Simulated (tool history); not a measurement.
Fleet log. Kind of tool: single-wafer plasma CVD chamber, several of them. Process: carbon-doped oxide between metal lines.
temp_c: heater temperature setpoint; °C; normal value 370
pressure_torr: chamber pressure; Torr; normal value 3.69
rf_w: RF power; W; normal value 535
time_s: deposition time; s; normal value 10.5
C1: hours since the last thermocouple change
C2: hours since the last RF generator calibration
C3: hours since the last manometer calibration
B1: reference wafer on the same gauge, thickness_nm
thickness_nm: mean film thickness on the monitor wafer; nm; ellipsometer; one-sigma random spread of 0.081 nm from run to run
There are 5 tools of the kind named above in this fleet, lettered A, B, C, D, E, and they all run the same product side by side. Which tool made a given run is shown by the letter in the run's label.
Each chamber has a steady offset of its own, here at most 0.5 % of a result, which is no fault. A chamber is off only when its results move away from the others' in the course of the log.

Run 1C, hour 12.2: usual settings; C1 331.9; C2 2810.3; C3 106.6; B1 61.603. Result: thickness_nm 51.923 nm.
Run 2E, hour 23.8: usual settings; C1 1991.7; C2 1339.2; C3 1461.9; B1 61.575. Result: thickness_nm 52.124 nm.
Run 3A, hour 32.9: usual settings; C1 159.2; C2 1031.2; C3 1803.1; B1 61.582. Result: thickness_nm 51.707 nm.
Run 4B, hour 39.2: usual settings; C1 724.8; C2 715.7; C3 1360.9; B1 61.544. Result: thickness_nm 52.005 nm.
Run 5D, hour 46.4: usual settings but rf_w 450 W, time_s 8.7 s; C1 1661.9; C2 234.6; C3 1501.8; B1 61.542. Result: thickness_nm 38.422 nm.
Run 6D, hour 57.4: usual settings but rf_w 450 W, time_s 8.7 s; C1 1672.9; C2 245.6; C3 1512.8; B1 61.535. Result: thickness_nm 38.433 nm.
At hour 64.3: chamber C: RF generator calibrated.
Run 7B, hour 70.3: usual settings but rf_w 450 W, time_s 8.7 s; C1 755.9; C2 746.8; C3 1392.0; B1 61.530. Result: thickness_nm 38.575 nm.
Run 8A, hour 78.4: usual settings but rf_w 450 W, time_s 8.7 s; C1 204.7; C2 1076.7; C3 1848.6; B1 61.496. Result: thickness_nm 38.593 nm.
Run 9E, hour 88.6: usual settings but rf_w 450 W, time_s 8.7 s; C1 2056.5; C2 1404.0; C3 1526.7; B1 61.512. Result: thickness_nm 38.584 nm.
Run 10C, hour 98.8: usual settings but temp_c 377 °C, pressure_torr 2.86 Torr; C1 418.5; C2 34.6; C3 193.2; B1 61.473. Result: thickness_nm 49.812 nm.
Run 11E, hour 108.0: usual settings but temp_c 377 °C, pressure_torr 2.86 Torr; C1 2075.9; C2 1423.4; C3 1546.1; B1 61.484. Result: thickness_nm 50.135 nm.
Run 12D, hour 117.3: usual settings but temp_c 377 °C, pressure_torr 2.86 Torr; C1 1732.8; C2 305.5; C3 1572.7; B1 61.459. Result: thickness_nm 49.737 nm.
At hour 118.4: chamber B: capacitance manometer re-zeroed and calibrated.
Run 13A, hour 124.3: usual settings but temp_c 377 °C, pressure_torr 2.86 Torr; C1 250.6; C2 1122.6; C3 1894.5; B1 61.477. Result: thickness_nm 49.623 nm.
Run 14B, hour 136.9: usual settings but temp_c 377 °C, pressure_torr 2.86 Torr; C1 822.5; C2 813.4; C3 18.6; B1 61.421. Result: thickness_nm 49.883 nm.
Run 15C, hour 146.1: usual settings; C1 465.8; C2 81.9; C3 240.5; B1 61.435. Result: thickness_nm 51.691 nm.
Run 16B, hour 158.5: usual settings; C1 844.1; C2 835.0; C3 40.2; B1 61.421. Result: thickness_nm 51.660 nm.
Run 17E, hour 169.0: usual settings; C1 2136.9; C2 1484.4; C3 1607.1; B1 61.422. Result: thickness_nm 51.985 nm.
Run 18C, hour 175.8: usual settings; C1 495.5; C2 111.6; C3 270.2; B1 61.395. Result: thickness_nm 51.735 nm.
Run 19D, hour 188.8: usual settings; C1 1804.3; C2 377.0; C3 1644.2; B1 61.386. Result: thickness_nm 51.760 nm.
Run 20A, hour 198.6: usual settings; C1 324.9; C2 1196.9; C3 1968.8; B1 61.338. Result: thickness_nm 51.627 nm.
Run 21D, hour 205.8: usual settings; C1 1821.3; C2 394.0; C3 1661.2; B1 61.343. Result: thickness_nm 51.639 nm.
Run 22C, hour 212.9: usual settings; C1 532.6; C2 148.7; C3 307.3; B1 61.356. Result: thickness_nm 51.743 nm.
Run 23B, hour 220.3: usual settings; C1 905.9; C2 896.8; C3 102.0; B1 61.359. Result: thickness_nm 51.660 nm.
Run 24A, hour 232.9: usual settings but pressure_torr 3.04 Torr, time_s 8.9 s; C1 359.2; C2 1231.2; C3 2003.1; B1 61.331. Result: thickness_nm 42.913 nm.
Run 25E, hour 238.7: usual settings but pressure_torr 3.04 Torr, time_s 8.9 s; C1 2206.6; C2 1554.1; C3 1676.8; B1 61.338. Result: thickness_nm 43.326 nm.
Run 26B, hour 251.8: usual settings but pressure_torr 3.04 Torr, time_s 8.9 s; C1 937.4; C2 928.3; C3 133.5; B1 61.299. Result: thickness_nm 43.034 nm.
Run 27E, hour 258.5: usual settings but pressure_torr 3.04 Torr, time_s 8.9 s; C1 2226.4; C2 1573.9; C3 1696.6; B1 61.306. Result: thickness_nm 43.182 nm.
Run 28A, hour 265.6: usual settings but pressure_torr 3.04 Torr, time_s 8.9 s; C1 391.9; C2 1263.9; C3 2035.8; B1 61.297. Result: thickness_nm 42.888 nm.
Run 29D, hour 273.9: usual settings; C1 1889.4; C2 462.1; C3 1729.3; B1 61.291. Result: thickness_nm 51.673 nm.
At hour 275.0: chamber D: thermocouple changed; heater temperature recalibrated.
At hour 275.9: chamber A: RF generator calibrated.
Run 30C, hour 281.7: usual settings; C1 601.4; C2 217.5; C3 376.1; B1 61.258. Result: thickness_nm 51.600 nm.
Run 31B, hour 294.7: usual settings; C1 980.3; C2 971.2; C3 176.4; B1 61.279. Result: thickness_nm 51.504 nm.
At hour 296.9: chamber E: thermocouple changed; heater temperature recalibrated.
Run 32C, hour 303.3: usual settings; C1 623.0; C2 239.1; C3 397.7; B1 61.264. Result: thickness_nm 51.802 nm.
Run 33E, hour 311.0: usual settings; C1 14.1; C2 1626.4; C3 1749.1; B1 61.227. Result: thickness_nm 51.790 nm.
Run 34A, hour 319.2: usual settings; C1 445.5; C2 43.4; C3 2089.4; B1 61.223. Result: thickness_nm 51.342 nm.
Run 35D, hour 331.4: usual settings; C1 56.4; C2 519.6; C3 1786.8; B1 61.233. Result: thickness_nm 51.554 nm.

Which is it: a chamber that has drifted or been left off by a service, a gauge drift common to all chambers, or only each chamber's usual small offset? If a chamber is off, name it and its likeliest cause.

None of the chambers is off. What moves is the gauge, dragging all their readings along together.
Cause: gauge reads low (%) = 0.638.
